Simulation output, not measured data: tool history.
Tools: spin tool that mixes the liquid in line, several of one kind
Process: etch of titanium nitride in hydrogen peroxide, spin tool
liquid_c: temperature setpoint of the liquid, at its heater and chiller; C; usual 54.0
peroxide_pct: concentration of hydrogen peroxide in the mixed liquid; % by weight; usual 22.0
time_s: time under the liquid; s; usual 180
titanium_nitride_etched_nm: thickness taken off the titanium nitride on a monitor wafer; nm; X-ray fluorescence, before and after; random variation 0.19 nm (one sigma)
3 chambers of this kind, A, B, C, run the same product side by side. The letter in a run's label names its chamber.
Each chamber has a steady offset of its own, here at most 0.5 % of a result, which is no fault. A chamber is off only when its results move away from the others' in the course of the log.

run    day  liquid_c  peroxide_pct  time_s  read-back film thickness of the titanium nitride reference wafer, read on the same gauge (nm)  titanium_nitride_etched_nm
 1A  0.283      54.0          22.0     180                                                                                         39.993                     20.0040
 2B  0.571      54.0          22.0     180                                                                                         39.964                     19.7880
 3C  0.796      54.0          22.0     180                                                                                         40.018                     20.3450
 4B  1.083      54.0          22.0     180                                                                                         40.027                     20.0640
 5C  1.400      54.0          22.0     180                                                                                         40.019                     20.4040
 6A  1.688      54.0          22.0     180                                                                                         39.999                     20.1600
 7C  1.925      54.0          22.0     180                                                                                         39.991                     20.2810
 8B  2.142      54.0          22.0     180                                                                                         39.976                     20.0830
 9A  2.283      50.5          22.0     115                                                                                         39.997                      9.8452
10B  2.579      50.5          22.0     115                                                                                         39.978                      9.9250
11A  2.829      50.5          22.0     115                                                                                         40.016                      9.8696
12C  3.100      54.0          22.0     180                                                                                         40.007                     20.1930
13B  3.296      54.0          22.0     180                                                                                         39.975                     20.2690
14A  3.529      54.0          22.0     180                                                                                         39.963                     20.0660
15C  3.712      54.0          22.0     180                                                                                         39.949                     20.0250
16C  3.904      54.0          22.0     180                                                                                         40.018                     19.8250
17A  4.079      57.5          19.0     180                                                                                         39.983                     24.6200
18B  4.354      57.5          19.0     180                                                                                         40.001                     24.9480
19B  4.638      57.5          19.0     180                                                                                         39.957                     24.8470
     4.721  -- chamber A: thermometer replaced
20C  4.962      54.0          22.0     180                                                                                         39.993                     20.1710
21A  5.196      50.5          22.0     180                                                                                         39.999                     15.8900
22C  5.488      50.5          22.0     180                                                                                         40.017                     15.4650
23B  5.771      50.5          22.0     180                                                                                         39.997                     16.1110
24A  6.025      54.0          22.0     180                                                                                         40.007                     20.1090
25A  6.300      59.5          22.0     215                                                                                         39.974                     35.1920
26C  6.508      59.5          22.0     215                                                                                         39.996                     34.6240
27B  6.733      59.5          22.0     215                                                                                         39.982                     34.9520
28B  6.904      54.0          22.0     180                                                                                         40.031                     20.5060
29A  7.050      44.0          22.0     130                                                                                         39.984                      6.8543
30C  7.325      44.0          22.0     130                                                                                         39.979                      6.9762
     7.525  -- chamber A: new drum of peroxide connected
31A  7.588      44.0          22.0     130                                                                                         40.042                      6.7821
32C  7.804      54.0          22.0     180                                                                                         40.018                     20.1210
33B  7.958      54.0          19.5     250                                                                                         39.976                     27.6900
34C  8.200      54.0          19.5     250                                                                                         39.989                     27.3260
35A  8.412      54.0          19.5     250                                                                                         39.985                     27.2050
36B  8.562      54.0          22.0     180                                                                                         40.017                     20.2470

All 3 chambers run these settings next. Forecast each chamber's results:
37A  8.800      48.0          22.0     180                                                                                                                          ?
37B  8.800      48.0          22.0     180                                                                                                                          ?
37C  8.800      48.0          22.0     180                                                                                                                          ?

run  titanium_nitride_etched_nm
37A                     12.8550
37B                     13.1170
37C                     13.2290
